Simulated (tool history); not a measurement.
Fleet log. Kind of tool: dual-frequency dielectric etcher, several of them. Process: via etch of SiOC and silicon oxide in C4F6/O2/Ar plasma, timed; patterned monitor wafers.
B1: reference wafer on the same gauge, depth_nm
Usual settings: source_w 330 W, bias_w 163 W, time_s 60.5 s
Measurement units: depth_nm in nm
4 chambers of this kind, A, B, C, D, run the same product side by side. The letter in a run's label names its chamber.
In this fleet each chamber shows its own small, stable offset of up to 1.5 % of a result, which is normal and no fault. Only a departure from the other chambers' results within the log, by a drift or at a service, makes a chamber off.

{"run": "1B", "hour": 4.0, "source_w": 330, "bias_w": 163, "time_s": 60.5, "B1": 49.478, "depth_nm": 60.9}
{"run": "2A", "hour": 7.7, "source_w": 330, "bias_w": 163, "time_s": 60.5, "B1": 49.479, "depth_nm": 62.031}
{"run": "3C", "hour": 13.8, "source_w": 330, "bias_w": 163, "time_s": 60.5, "B1": 49.472, "depth_nm": 61.432}
{"run": "4D", "hour": 19.5, "source_w": 330, "bias_w": 163, "time_s": 60.5, "B1": 49.451, "depth_nm": 61.874}
{"run": "5C", "hour": 24.0, "source_w": 330, "bias_w": 163, "time_s": 60.5, "B1": 49.446, "depth_nm": 61.31}
{"run": "6B", "hour": 30.4, "source_w": 330, "bias_w": 163, "time_s": 60.5, "B1": 49.425, "depth_nm": 61.065}
{"run": "7A", "hour": 33.8, "source_w": 330, "bias_w": 163, "time_s": 60.5, "B1": 49.42, "depth_nm": 61.974}
{"run": "8D", "hour": 38.3, "source_w": 330, "bias_w": 163, "time_s": 60.5, "B1": 49.418, "depth_nm": 61.879}
{"run": "9C", "hour": 43.1, "source_w": 330, "bias_w": 163, "time_s": 60.5, "B1": 49.393, "depth_nm": 61.42}
{"run": "10B", "hour": 49.4, "source_w": 330, "bias_w": 163, "time_s": 60.5, "B1": 49.389, "depth_nm": 61.106}
{"run": "11A", "hour": 55.6, "source_w": 330, "bias_w": 163, "time_s": 60.5, "B1": 49.367, "depth_nm": 62.042}
{"run": "12D", "hour": 59.8, "source_w": 330, "bias_w": 163, "time_s": 60.5, "B1": 49.375, "depth_nm": 61.708}
{"run": "13D", "hour": 65.3, "source_w": 370, "bias_w": 201, "time_s": 60.5, "B1": 49.365, "depth_nm": 69.165}
{"hour": 67.5, "done": "chamber C: wet clean of the chamber"}
{"run": "14B", "hour": 70.2, "source_w": 370, "bias_w": 201, "time_s": 60.5, "B1": 49.338, "depth_nm": 67.95}
{"run": "15A", "hour": 75.1, "source_w": 370, "bias_w": 201, "time_s": 60.5, "B1": 49.326, "depth_nm": 69.089}
{"run": "16C", "hour": 78.1, "source_w": 370, "bias_w": 201, "time_s": 60.5, "B1": 49.316, "depth_nm": 68.706}
{"run": "17C", "hour": 84.4, "source_w": 330, "bias_w": 163, "time_s": 60.5, "B1": 49.314, "depth_nm": 61.153}
{"run": "18B", "hour": 89.0, "source_w": 330, "bias_w": 184, "time_s": 47.5, "B1": 49.289, "depth_nm": 49.774}
{"run": "19A", "hour": 92.7, "source_w": 330, "bias_w": 184, "time_s": 47.5, "B1": 49.304, "depth_nm": 50.437}
{"run": "20D", "hour": 95.9, "source_w": 330, "bias_w": 184, "time_s": 47.5, "B1": 49.294, "depth_nm": 50.497}
{"run": "21C", "hour": 102.3, "source_w": 330, "bias_w": 184, "time_s": 47.5, "B1": 49.271, "depth_nm": 49.932}
{"run": "22D", "hour": 105.9, "source_w": 330, "bias_w": 163, "time_s": 60.5, "B1": 49.268, "depth_nm": 61.555}
{"run": "23A", "hour": 111.8, "source_w": 330, "bias_w": 163, "time_s": 60.5, "B1": 49.268, "depth_nm": 61.554}
{"run": "24B", "hour": 115.7, "source_w": 330, "bias_w": 163, "time_s": 60.5, "B1": 49.25, "depth_nm": 60.667}

Next, all 4 chambers run the settings below, one line each with question marks for the results. What does each chamber give?
{"run": "25A", "hour": 120.6, "source_w": 330, "bias_w": 163, "time_s": 60.5, "depth_nm": "?"}
{"run": "25B", "hour": 120.6, "source_w": 330, "bias_w": 163, "time_s": 60.5, "depth_nm": "?"}
{"run": "25C", "hour": 120.6, "source_w": 330, "bias_w": 163, "time_s": 60.5, "depth_nm": "?"}
{"run": "25D", "hour": 120.6, "source_w": 330, "bias_w": 163, "time_s": 60.5, "depth_nm": "?"}

run=25A depth_nm=61.728
run=25B depth_nm=60.814
run=25C depth_nm=61.280
run=25D depth_nm=61.659
